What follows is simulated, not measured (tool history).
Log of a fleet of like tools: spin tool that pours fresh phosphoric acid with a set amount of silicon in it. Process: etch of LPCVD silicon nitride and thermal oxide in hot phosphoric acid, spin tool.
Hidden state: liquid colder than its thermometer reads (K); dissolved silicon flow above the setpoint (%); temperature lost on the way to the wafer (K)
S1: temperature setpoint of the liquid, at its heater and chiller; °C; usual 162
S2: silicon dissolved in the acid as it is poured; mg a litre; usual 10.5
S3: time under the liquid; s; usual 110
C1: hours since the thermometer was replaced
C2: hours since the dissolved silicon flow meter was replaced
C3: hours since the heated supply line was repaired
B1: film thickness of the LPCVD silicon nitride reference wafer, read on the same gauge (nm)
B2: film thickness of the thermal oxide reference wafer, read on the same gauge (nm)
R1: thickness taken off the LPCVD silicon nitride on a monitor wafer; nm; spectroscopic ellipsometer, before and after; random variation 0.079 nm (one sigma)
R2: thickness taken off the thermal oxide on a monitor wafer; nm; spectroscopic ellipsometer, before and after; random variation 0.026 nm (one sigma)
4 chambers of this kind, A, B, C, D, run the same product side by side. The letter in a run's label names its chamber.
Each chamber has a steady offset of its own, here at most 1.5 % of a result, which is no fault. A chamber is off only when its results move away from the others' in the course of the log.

| run | hour | S1 | S2 | S3 | C1 | C2 | C3 | B1 | B2 | R1 | R2 |
|---|---|---|---|---|---|---|---|---|---|---|---|
| 1B | 5.8 | 162 | 10.5 | 110 | 225.7 | 655.6 | 974.7 | 40.003 | 59.993 | 11.4050 | 0.25410 |
| 2A | 11.5 | 162 | 10.5 | 110 | 889.5 | 454.6 | 373.2 | 39.995 | 59.989 | 11.4800 | 0.26697 |
| 3C | 20.6 | 162 | 10.5 | 110 | 747.7 | 452.9 | 56.1 | 40.001 | 59.974 | 11.3110 | 0.25000 |
| 4D | 30.5 | 162 | 10.5 | 110 | 792.6 | 103.0 | 128.9 | 40.000 | 59.997 | 11.3000 | 0.23871 |
|  | 33.4 | chamber C: dissolved silicon flow meter replaced |
| 5D | 36.6 | 162 | 10.5 | 110 | 798.7 | 109.1 | 135.0 | 39.998 | 60.020 | 11.3650 | 0.24193 |
| 6B | 44.0 | 162 | 10.5 | 110 | 263.9 | 693.8 | 1012.9 | 39.997 | 60.023 | 11.5190 | 0.29275 |
| 7C | 50.8 | 162 | 10.5 | 110 | 777.9 | 17.4 | 86.3 | 40.003 | 60.018 | 11.3450 | 0.28722 |
| 8A | 59.9 | 162 | 10.5 | 110 | 937.9 | 503.0 | 421.6 | 40.021 | 59.980 | 11.3350 | 0.25704 |
| 9D | 66.0 | 162 | 10.5 | 110 | 828.1 | 138.5 | 164.4 | 40.001 | 60.024 | 11.5420 | 0.23093 |
| 10C | 72.3 | 162 | 5.0 | 110 | 799.4 | 38.9 | 107.8 | 40.020 | 60.017 | 11.3440 | 0.29384 |
| 11B | 81.3 | 162 | 5.0 | 110 | 301.2 | 731.1 | 1050.2 | 40.015 | 60.024 | 11.4440 | 0.35143 |
| 12A | 88.5 | 162 | 5.0 | 110 | 966.5 | 531.6 | 450.2 | 40.002 | 60.006 | 11.1350 | 0.31190 |
| 13C | 95.0 | 162 | 5.0 | 110 | 822.1 | 61.6 | 130.5 | 39.990 | 60.020 | 11.3080 | 0.30398 |
| 14B | 106.3 | 162 | 17.0 | 70 | 326.2 | 756.1 | 1075.2 | 40.005 | 59.998 | 7.2853 | 0.15416 |
| 15D | 116.1 | 162 | 17.0 | 70 | 878.2 | 188.6 | 214.5 | 39.997 | 59.999 | 7.2081 | 0.17058 |
| 16A | 125.5 | 162 | 17.0 | 70 | 1003.5 | 568.6 | 487.2 | 40.002 | 59.989 | 6.9627 | 0.14612 |
| 17B | 134.2 | 162 | 17.0 | 70 | 354.1 | 784.0 | 1103.1 | 39.982 | 60.020 | 7.4224 | 0.13789 |
| 18A | 139.6 | 162 | 10.5 | 110 | 1017.6 | 582.7 | 501.3 | 39.998 | 59.999 | 10.9270 | 0.27141 |
| 19C | 146.4 | 162 | 10.5 | 110 | 873.5 | 113.0 | 181.9 | 39.984 | 59.998 | 11.3060 | 0.25178 |
| 20D | 154.4 | 162 | 10.5 | 110 | 916.5 | 226.9 | 252.8 | 40.001 | 60.011 | 11.4870 | 0.28813 |
| 21C | 163.3 | 162 | 10.5 | 110 | 890.4 | 129.9 | 198.8 | 39.982 | 60.014 | 11.3330 | 0.22676 |
| 22B | 168.3 | 162 | 10.5 | 110 | 388.2 | 818.1 | 1137.2 | 40.009 | 60.000 | 11.5290 | 0.29326 |
| 23A | 177.6 | 162 | 10.5 | 110 | 1055.6 | 620.7 | 539.3 | 40.007 | 59.989 | 10.9710 | 0.25451 |
| 24D | 183.5 | 162 | 10.5 | 110 | 945.6 | 256.0 | 281.9 | 40.006 | 59.976 | 11.3130 | 0.29816 |
| 25A | 192.6 | 162 | 10.5 | 110 | 1070.6 | 635.7 | 554.3 | 40.022 | 59.999 | 10.8200 | 0.25989 |
| 26C | 199.9 | 162 | 10.5 | 110 | 927.0 | 166.5 | 235.4 | 40.000 | 60.007 | 11.2830 | 0.28430 |

What goes on in this fleet: one chamber off, a drifting gauge, or nothing beyond the chambers' own small offsets? Name the chamber and the cause, if any.

Chamber A drifts away from the others.
Cause: temperature lost on the way to the wafer (K) = 2.22.
The log may not tell that from: liquid colder than its thermometer reads (K).

Here are 4 candidates for chamber A's next run, each the usual settings with a change, their results left as question marks. Which one brings its results back in line with what the others give on the usual settings?
In line means no further than this from the other chambers' mean on the usual settings: R1 0.2800 nm; R2 0.09000 nm
| 27A-1 | 208.1 | 161.0 | 15.5 | 100 |  |  |  |  |  | ? | ? |
| 27A-2 | 208.1 | 161.5 | 13.0 | 105 |  |  |  |  |  | ? | ? |
| 27A-3 | 208.1 | 163.5 | 5.0 | 120 |  |  |  |  |  | ? | ? |
| 27A-4 | 208.1 | 162.5 | 8.0 | 115 |  |  |  |  |  | ? | ? |

The other chambers' mean on the usual settings: R1 11.3920 nm; R2 0.27262 nm
| run | R1 | R2 |
|---|---|---|
| 27A-1 | 9.3009 | 0.17952 |
| 27A-2 | 9.9321 | 0.20803 |
| 27A-3 | 12.1430 | 0.32845 |
| 27A-4 | 11.2500 | 0.27461 |
27A-4 brings the chamber back in line.
